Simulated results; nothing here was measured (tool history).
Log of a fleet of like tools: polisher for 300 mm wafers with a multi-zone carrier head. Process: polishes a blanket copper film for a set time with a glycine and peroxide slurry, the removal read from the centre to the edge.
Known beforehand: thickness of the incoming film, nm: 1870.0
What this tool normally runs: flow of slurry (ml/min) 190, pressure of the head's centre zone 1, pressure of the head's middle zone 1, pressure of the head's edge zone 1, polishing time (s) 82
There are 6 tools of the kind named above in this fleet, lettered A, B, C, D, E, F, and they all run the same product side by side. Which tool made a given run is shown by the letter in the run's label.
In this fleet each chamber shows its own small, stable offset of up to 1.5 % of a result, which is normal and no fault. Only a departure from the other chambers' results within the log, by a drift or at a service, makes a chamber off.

| run | hour | flow of slurry (ml/min) | pressure of the head's centre zone | pressure of the head's middle zone | pressure of the head's edge zone | polishing time (s) | wafers polished on this pad | hours since the slurry nozzle was cleaned | hours since the centre zone pressure was calibrated | hours since the edge zone pressure was calibrated | film removed at the wafer's centre (angstrom) | film removed at mid-radius (angstrom) | film removed at the wafer's edge (angstrom) |
|---|---|---|---|---|---|---|---|---|---|---|---|---|---|
| 1C | 4.5 | 190 | 1 | 1 | 1 | 82 | 902 | 282.9 | 1036.1 | 820.6 | 4544.7 | 4668.7 | 4607.5 |
| 2D | 7 | 190 | 1 | 1 | 1 | 82 | 957 | 175.1 | 463.8 | 627.3 | 4614.2 | 4614.4 | 4737.8 |
| 3E | 10.6 | 190 | 1 | 1 | 1 | 82 | 1497 | 775.8 | 79.9 | 384.4 | 4579.5 | 4659.2 | 4597.6 |
| 4A | 13.1 | 190 | 1 | 1 | 1 | 82 | 1274 | 249.8 | 90.7 | 699.4 | 4673.1 | 4590.3 | 4515.9 |
| 5B | 16.7 | 190 | 1 | 1 | 1.07 | 109 | 204 | 254.3 | 531.2 | 637.9 | 6134.6 | 6156 | 6276.4 |
| 6F | 19 | 190 | 1 | 1 | 1.07 | 109 | 713 | 90.3 | 279.3 | 226.6 | 6163.9 | 6046.7 | 6473.3 |
|  | 20.6 | chamber D: worn pad replaced by a new one |
| 7E | 21.4 | 190 | 1 | 1 | 1.07 | 109 | 1616 | 786.6 | 90.7 | 395.2 | 6116.3 | 6059 | 6428.2 |
|  | 22.7 | chamber C: worn pad replaced by a new one |
| 8C | 24.6 | 190 | 1 | 1 | 1.07 | 109 | 21 | 303 | 1056.2 | 840.7 | 6164.1 | 6204.6 | 6443.2 |
| 9B | 27 | 190 | 1 | 1 | 1.07 | 109 | 317 | 264.6 | 541.5 | 648.2 | 6177.4 | 6246.5 | 6290.4 |
|  | 27.6 | chamber E: worn pad replaced by a new one |
| 10F | 30 | 190 | 1 | 1 | 1.07 | 109 | 834 | 101.3 | 290.3 | 237.6 | 6207.7 | 6129.2 | 6447.8 |
| 11D | 33.8 | 190 | 1 | 1 | 1 | 82 | 146 | 201.9 | 490.6 | 654.1 | 4606 | 4681.1 | 4554.9 |
|  | 36.3 | chamber A: worn pad replaced by a new one |
| 12A | 36.6 | 190 | 1 | 1 | 0.93 | 82 | 3 | 273.3 | 114.2 | 722.9 | 4667.6 | 4571.5 | 4414 |
| 13E | 41 | 190 | 1 | 1 | 0.93 | 82 | 147 | 806.2 | 110.3 | 414.8 | 4587.9 | 4567.7 | 4519.1 |
| 14F | 44.6 | 190 | 1 | 1 | 0.93 | 82 | 995 | 115.9 | 304.9 | 252.2 | 4706 | 4656.9 | 4556.7 |
| 15B | 48.1 | 190 | 1 | 1 | 0.93 | 82 | 550 | 285.7 | 562.6 | 669.3 | 4654 | 4602.9 | 4340.9 |
| 16A | 50.8 | 190 | 1 | 1 | 0.93 | 82 | 160 | 287.5 | 128.4 | 737.1 | 4671.1 | 4579 | 4439.4 |
| 17D | 53.3 | 190 | 1 | 1 | 0.93 | 82 | 361 | 221.4 | 510.1 | 673.6 | 4633.1 | 4590 | 4394.4 |
|  | 54.3 | chamber B: centre zone pressure recalibrated |
|  | 55.9 | chamber F: worn pad replaced by a new one |
| 18C | 56.2 | 190 | 1 | 1 | 1 | 82 | 370 | 334.6 | 1087.8 | 872.3 | 4573.6 | 4609.5 | 4717.7 |
| 19E | 60.1 | 190 | 1 | 1 | 1 | 82 | 358 | 825.3 | 129.4 | 433.9 | 4632.2 | 4663.6 | 4491.1 |
| 20F | 63.3 | 190 | 1 | 1 | 1 | 82 | 82 | 134.6 | 323.6 | 270.9 | 4639.7 | 4531.1 | 4556.5 |
| 21D | 65.8 | 190 | 1 | 1 | 1 | 82 | 499 | 233.9 | 522.6 | 686.1 | 4614.2 | 4657.6 | 4726.3 |
| 22A | 69.1 | 190 | 1 | 1 | 1 | 82 | 362 | 305.8 | 146.7 | 755.4 | 4640 | 4703.6 | 4663.4 |
| 23B | 73.3 | 155 | 1 | 1 | 1 | 82 | 828 | 310.9 | 19.1 | 694.5 | 4402.6 | 4388.2 | 4441.4 |
| 24C | 75.5 | 155 | 1 | 1 | 1 | 82 | 582 | 353.9 | 1107.1 | 891.6 | 4486.1 | 4496.6 | 4644.8 |
| 25F | 78.4 | 155 | 1 | 1 | 1 | 82 | 248 | 149.7 | 338.7 | 286 | 4477.6 | 4519 | 4485.7 |
| 26A | 83.2 | 155 | 1 | 1 | 1 | 82 | 517 | 319.9 | 160.8 | 769.5 | 4523.6 | 4476.5 | 4608.7 |
|  | 84.5 | chamber B: worn pad replaced by a new one |
| 27B | 88 | 155 | 1 | 1 | 1 | 82 | 39 | 325.6 | 33.8 | 709.2 | 4352.9 | 4412.1 | 4429.4 |
| 28C | 92.4 | 155 | 1 | 1 | 1 | 82 | 769 | 370.8 | 1124 | 908.5 | 4415.9 | 4448.9 | 4643.4 |
| 29D | 95.6 | 190 | 1 | 1.1 | 1 | 99 | 827 | 263.7 | 552.4 | 715.9 | 5578.7 | 6164 | 5642.9 |
| 30E | 99.6 | 190 | 1 | 1.1 | 1 | 99 | 793 | 864.8 | 168.9 | 473.4 | 5532.5 | 6175.2 | 5584.6 |
| 31B | 104.1 | 190 | 1 | 1.1 | 1 | 99 | 217 | 341.7 | 49.9 | 725.3 | 5416.9 | 5951.4 | 5426.2 |
|  | 104.4 | chamber C: worn pad replaced by a new one |
| 32C | 106.4 | 190 | 1 | 1.1 | 1 | 99 | 22 | 384.8 | 1138 | 922.5 | 5585.5 | 6284.4 | 5682.6 |
| 33A | 109.7 | 190 | 1 | 1.1 | 1 | 99 | 809 | 346.4 | 187.3 | 796 | 5651 | 6077.7 | 5707.3 |
| 34D | 112.3 | 190 | 1 | 1.1 | 1 | 99 | 1011 | 280.4 | 569.1 | 732.6 | 5499.6 | 6128.9 | 5641.3 |
| 35F | 115.1 | 190 | 1 | 1 | 1 | 82 | 653 | 186.4 | 375.4 | 322.7 | 4659.6 | 4580.5 | 4576.8 |
| 36E | 118.5 | 190 | 1 | 1 | 1 | 82 | 1002 | 883.7 | 187.8 | 492.3 | 4613.3 | 4645.8 | 4515.7 |

Has any chamber moved away from the others, gradually or after a service, or does the common gauge drift, or do the chambers differ only by their own small steady offsets? State the chamber and the most likely cause if one applies.

Little by little, chamber B moves away from the other chambers.
What lies behind it: slurry flow missing at the pad, % = 21.5.

Below are 4 candidate recipes for chamber B's next run, each the usual settings with a change, their results shown as question marks. Which of them brings B's results back in line with what the other chambers give on the usual settings?
Counts as in line when no further than this from what the other chambers average on the usual settings: film removed at the wafer's centre (angstrom) 100; film removed at mid-radius (angstrom) 170; film removed at the wafer's edge (angstrom) 220
| 37B-1 | 121.9 | 190 | 1 | 0.99 | 1 | 79 |  |  |  |  | ? | ? | ? |
| 37B-2 | 121.9 | 190 | 1 | 1.01 | 1 | 85 |  |  |  |  | ? | ? | ? |
| 37B-3 | 121.9 | 195 | 1 | 1.01 | 1 | 88 |  |  |  |  | ? | ? | ? |
| 37B-4 | 121.9 | 185 | 1 | 0.99 | 1 | 76 |  |  |  |  | ? | ? | ? |

The mean the other chambers reach with the usual settings: film removed at the wafer's centre (angstrom) 4622.4; film removed at mid-radius (angstrom) 4638.1; film removed at the wafer's edge (angstrom) 4648.3
| run | film removed at the wafer's centre (angstrom) | film removed at mid-radius (angstrom) | film removed at the wafer's edge (angstrom) |
|---|---|---|---|
| 37B-1 | 4287.4 | 4245.5 | 4299.6 |
| 37B-2 | 4613.7 | 4652.1 | 4624.8 |
| 37B-3 | 4802.7 | 4839.7 | 4804.9 |
| 37B-4 | 4100.9 | 4063.5 | 4121.1 |
37B-2 is the one that brings the chamber's results back in line with the other chambers.
